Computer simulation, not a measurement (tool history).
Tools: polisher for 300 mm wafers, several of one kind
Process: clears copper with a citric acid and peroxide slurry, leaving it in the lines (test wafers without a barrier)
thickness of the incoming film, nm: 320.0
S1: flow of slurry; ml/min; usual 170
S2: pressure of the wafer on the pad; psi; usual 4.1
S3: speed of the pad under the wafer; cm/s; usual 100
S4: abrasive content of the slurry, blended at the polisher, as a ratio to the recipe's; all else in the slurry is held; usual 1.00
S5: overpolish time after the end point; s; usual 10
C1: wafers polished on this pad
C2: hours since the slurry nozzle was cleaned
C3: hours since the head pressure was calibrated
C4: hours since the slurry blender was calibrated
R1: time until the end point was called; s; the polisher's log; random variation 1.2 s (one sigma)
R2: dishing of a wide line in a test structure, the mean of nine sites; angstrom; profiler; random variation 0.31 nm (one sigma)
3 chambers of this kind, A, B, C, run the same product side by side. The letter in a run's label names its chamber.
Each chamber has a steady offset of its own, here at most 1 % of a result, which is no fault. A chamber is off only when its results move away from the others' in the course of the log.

run,hour,S1,S2,S3,S4,S5,C1,C2,C3,C4,R1,R2
1B,9.4,170,4.1,100,1.00,10,1069,289.1,74.0,183.3,99.825,226.21
# hour 11.3: chamber A: worn pad replaced by a new one
2C,17.8,170,4.1,100,1.00,10,456,794.3,230.8,97.4,98.196,224.41
3A,27.7,170,4.1,100,1.00,10,85,215.0,519.5,328.2,97.525,227.34
4B,34.0,170,4.1,100,1.00,10,1197,313.7,98.6,207.9,98.579,225.73
5A,42.1,170,4.1,100,1.00,10,160,229.4,533.9,342.6,96.309,225.21
# hour 46.3: chamber A: slurry nozzle cleaned
6C,52.2,170,4.1,100,1.00,10,635,828.7,265.2,131.8,99.190,228.34
# hour 58.2: chamber B: worn pad replaced by a new one
# hour 65.1: chamber A: slurry blender recalibrated
7B,66.0,170,4.1,100,1.00,10,40,345.7,130.6,239.9,99.251,226.55
# hour 71.3: chamber C: worn pad replaced by a new one
# hour 73.2: chamber C: slurry nozzle cleaned
8A,73.3,170,4.9,100,1.00,10,322,27.1,565.1,8.3,82.477,263.78
9C,80.5,170,4.9,100,1.00,10,47,7.3,293.5,160.1,82.980,272.40
# hour 89.1: chamber B: slurry blender recalibrated
10B,91.6,170,4.9,100,1.00,10,173,371.3,156.2,2.6,82.414,268.02
11A,101.0,170,4.1,100,1.00,10,466,54.8,592.8,36.0,98.448,230.54
12C,107.3,170,4.1,100,1.00,10,187,34.1,320.3,186.9,97.336,233.22
13C,117.4,170,4.1,100,1.00,10,239,44.2,330.4,197.0,98.830,224.11
14B,125.3,170,4.1,100,1.00,10,349,405.0,189.9,36.3,99.552,233.92
15A,136.0,170,4.1,100,1.00,10,648,89.8,627.8,71.0,98.323,228.13
16B,143.8,170,4.1,100,1.00,10,445,423.5,208.4,54.8,96.713,231.46
17C,151.1,170,4.1,100,1.00,10,415,77.9,364.1,230.7,97.921,227.99
18A,161.9,225,4.1,100,1.00,10,783,115.7,653.7,96.9,94.595,237.13
19C,170.2,225,4.1,100,1.00,10,514,97.0,383.2,249.8,99.103,234.77
20A,183.2,225,4.1,100,1.00,10,894,137.0,675.0,118.2,93.554,238.05
# hour 185.4: chamber C: worn pad replaced by a new one
21B,195.1,170,4.1,100,1.00,10,712,474.8,259.7,106.1,99.467,222.09
22A,205.7,170,4.1,100,1.00,10,1011,159.5,697.5,140.7,98.915,233.39
23B,217.4,170,4.1,100,1.00,10,828,497.1,282.0,128.4,98.692,225.39
24C,227.8,170,4.1,100,1.00,10,220,154.6,440.8,307.4,104.210,217.13
25A,237.8,170,4.1,114,1.00,10,1177,191.6,729.6,172.8,85.485,255.42
26B,248.0,170,4.1,114,1.00,10,987,527.7,312.6,159.0,85.259,251.14
27C,257.9,170,4.1,114,1.00,10,377,184.7,470.9,337.5,91.171,243.37
28C,269.0,170,4.1,100,1.00,10,434,195.8,482.0,348.6,106.060,218.69
# hour 271.4: chamber A: worn pad replaced by a new one
29B,282.1,170,5.2,100,1.00,6,1164,561.8,346.7,193.1,77.748,179.75
30A,288.7,170,5.2,100,1.00,6,90,242.5,780.5,223.7,78.398,176.96
31C,298.9,170,5.2,100,1.00,6,590,225.7,511.9,378.5,84.116,164.45
# hour 309.7: chamber A: slurry nozzle cleaned
32A,311.6,120,4.7,100,1.00,10,209,2.0,803.4,246.6,91.613,242.20
33B,320.6,120,4.7,100,1.00,10,1364,600.3,385.2,231.6,91.629,242.86

All 3 chambers run these settings next. Forecast each chamber's results:
34A,330.5,170,4.1,100,0.75,10,,,,,?,?
34B,330.5,170,4.1,100,0.75,10,,,,,?,?
34C,330.5,170,4.1,100,0.75,10,,,,,?,?

run,R1,R2
34A,105.340,221.14
34B,103.540,218.37
34C,119.190,195.56

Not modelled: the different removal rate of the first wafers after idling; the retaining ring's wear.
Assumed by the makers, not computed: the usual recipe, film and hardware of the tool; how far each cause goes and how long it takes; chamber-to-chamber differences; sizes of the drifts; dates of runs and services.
